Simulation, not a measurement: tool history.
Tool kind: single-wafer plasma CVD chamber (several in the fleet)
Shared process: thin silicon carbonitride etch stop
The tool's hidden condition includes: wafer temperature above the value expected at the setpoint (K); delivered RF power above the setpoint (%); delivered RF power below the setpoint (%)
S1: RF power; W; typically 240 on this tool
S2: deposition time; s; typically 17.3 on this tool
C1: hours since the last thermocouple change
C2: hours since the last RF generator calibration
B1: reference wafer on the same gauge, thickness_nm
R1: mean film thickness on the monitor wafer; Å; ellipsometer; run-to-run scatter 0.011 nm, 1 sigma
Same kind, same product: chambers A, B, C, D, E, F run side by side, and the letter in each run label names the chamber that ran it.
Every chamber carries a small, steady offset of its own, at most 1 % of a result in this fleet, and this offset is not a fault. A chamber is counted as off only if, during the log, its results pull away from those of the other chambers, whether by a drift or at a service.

run 1E hour=6.9 | S1=240 S2=17.3 | C1=165.2 C2=1706.9 | B1=12.403 | R1=104.470
run 2D hour=15.1 | S1=240 S2=17.3 | C1=320.5 C2=1177.7 | B1=12.405 | R1=103.450
run 3A hour=26.5 | S1=240 S2=17.3 | C1=1456.4 C2=479.1 | B1=12.406 | R1=103.860
-- hour=27.7 chamber C: RF generator calibrated
run 4B hour=33.4 | S1=240 S2=17.3 | C1=1423.2 C2=367.3 | B1=12.404 | R1=103.150
run 5F hour=41.8 | S1=240 S2=17.3 | C1=118.6 C2=604.1 | B1=12.403 | R1=104.670
run 6C hour=51.3 | S1=240 S2=17.3 | C1=154.2 C2=23.6 | B1=12.406 | R1=104.020
run 7E hour=57.7 | S1=265 S2=19.1 | C1=216.0 C2=1757.7 | B1=12.413 | R1=118.680
run 8C hour=64.2 | S1=265 S2=19.1 | C1=167.1 C2=36.5 | B1=12.412 | R1=118.440
run 9A hour=71.8 | S1=265 S2=19.1 | C1=1501.7 C2=524.4 | B1=12.411 | R1=118.160
run 10B hour=77.0 | S1=265 S2=19.1 | C1=1466.8 C2=410.9 | B1=12.413 | R1=117.220
run 11F hour=82.8 | S1=265 S2=19.1 | C1=159.6 C2=645.1 | B1=12.413 | R1=119.170
run 12D hour=89.3 | S1=265 S2=19.1 | C1=394.7 C2=1251.9 | B1=12.416 | R1=117.750
run 13F hour=94.7 | S1=240 S2=17.3 | C1=171.5 C2=657.0 | B1=12.416 | R1=104.800
run 14E hour=103.6 | S1=240 S2=17.3 | C1=261.9 C2=1803.6 | B1=12.421 | R1=104.670
run 15A hour=114.2 | S1=240 S2=17.3 | C1=1544.1 C2=566.8 | B1=12.416 | R1=103.690
run 16C hour=125.3 | S1=240 S2=14.1 | C1=228.2 C2=97.6 | B1=12.422 | R1=84.898
run 17B hour=130.3 | S1=240 S2=14.1 | C1=1520.1 C2=464.2 | B1=12.425 | R1=84.225
run 18D hour=141.2 | S1=240 S2=14.1 | C1=446.6 C2=1303.8 | B1=12.423 | R1=84.296
run 19F hour=152.5 | S1=240 S2=14.1 | C1=229.3 C2=714.8 | B1=12.424 | R1=85.484
run 20A hour=161.7 | S1=240 S2=14.1 | C1=1591.6 C2=614.3 | B1=12.423 | R1=84.747
run 21B hour=169.9 | S1=240 S2=14.1 | C1=1559.7 C2=503.8 | B1=12.426 | R1=84.167
run 22E hour=175.3 | S1=240 S2=17.3 | C1=333.6 C2=1875.3 | B1=12.427 | R1=104.770
run 23C hour=186.2 | S1=240 S2=17.3 | C1=289.1 C2=158.5 | B1=12.431 | R1=104.390
run 24D hour=194.5 | S1=240 S2=17.3 | C1=499.9 C2=1357.1 | B1=12.431 | R1=103.630
run 25E hour=201.9 | S1=240 S2=17.3 | C1=360.2 C2=1901.9 | B1=12.432 | R1=104.590
run 26B hour=212.6 | S1=240 S2=17.3 | C1=1602.4 C2=546.5 | B1=12.435 | R1=103.540
run 27D hour=220.1 | S1=240 S2=17.3 | C1=525.5 C2=1382.7 | B1=12.436 | R1=103.690
-- hour=223.6 chamber E: RF generator calibrated
run 28C hour=230.9 | S1=240 S2=17.3 | C1=333.8 C2=203.2 | B1=12.435 | R1=104.570
run 29F hour=242.0 | S1=240 S2=17.3 | C1=318.8 C2=804.3 | B1=12.439 | R1=104.960
run 30A hour=247.4 | S1=240 S2=17.3 | C1=1677.3 C2=700.0 | B1=12.440 | R1=103.990
run 31C hour=256.7 | S1=260 S2=15.3 | C1=359.6 C2=229.0 | B1=12.445 | R1=94.687
run 32D hour=265.6 | S1=260 S2=15.3 | C1=571.0 C2=1428.2 | B1=12.444 | R1=94.034
run 33B hour=272.3 | S1=260 S2=15.3 | C1=1662.1 C2=606.2 | B1=12.444 | R1=93.809
run 34F hour=280.6 | S1=260 S2=15.3 | C1=357.4 C2=842.9 | B1=12.444 | R1=95.224
run 35E hour=290.5 | S1=260 S2=15.3 | C1=448.8 C2=66.9 | B1=12.444 | R1=94.958
run 36A hour=298.2 | S1=260 S2=15.3 | C1=1728.1 C2=750.8 | B1=12.449 | R1=94.310
run 37D hour=304.1 | S1=240 S2=17.3 | C1=609.5 C2=1466.7 | B1=12.447 | R1=103.930
run 38E hour=312.4 | S1=240 S2=17.3 | C1=470.7 C2=88.8 | B1=12.452 | R1=104.810
run 39C hour=323.1 | S1=275 S2=15.9 | C1=426.0 C2=295.4 | B1=12.455 | R1=99.815
run 40A hour=330.5 | S1=275 S2=15.9 | C1=1760.4 C2=783.1 | B1=12.454 | R1=99.790

Next, every chamber runs the same settings. What will each give?
run 41A hour=338.8 | S1=240 S2=20.6 | R1=?
run 41B hour=338.8 | S1=240 S2=20.6 | R1=?
run 41C hour=338.8 | S1=240 S2=20.6 | R1=?
run 41D hour=338.8 | S1=240 S2=20.6 | R1=?
run 41E hour=338.8 | S1=240 S2=20.6 | R1=?
run 41F hour=338.8 | S1=240 S2=20.6 | R1=?

run=41A R1=123.880
run=41B R1=123.460
run=41C R1=124.320
run=41D R1=123.480
run=41E R1=125.230
run=41F R1=125.230

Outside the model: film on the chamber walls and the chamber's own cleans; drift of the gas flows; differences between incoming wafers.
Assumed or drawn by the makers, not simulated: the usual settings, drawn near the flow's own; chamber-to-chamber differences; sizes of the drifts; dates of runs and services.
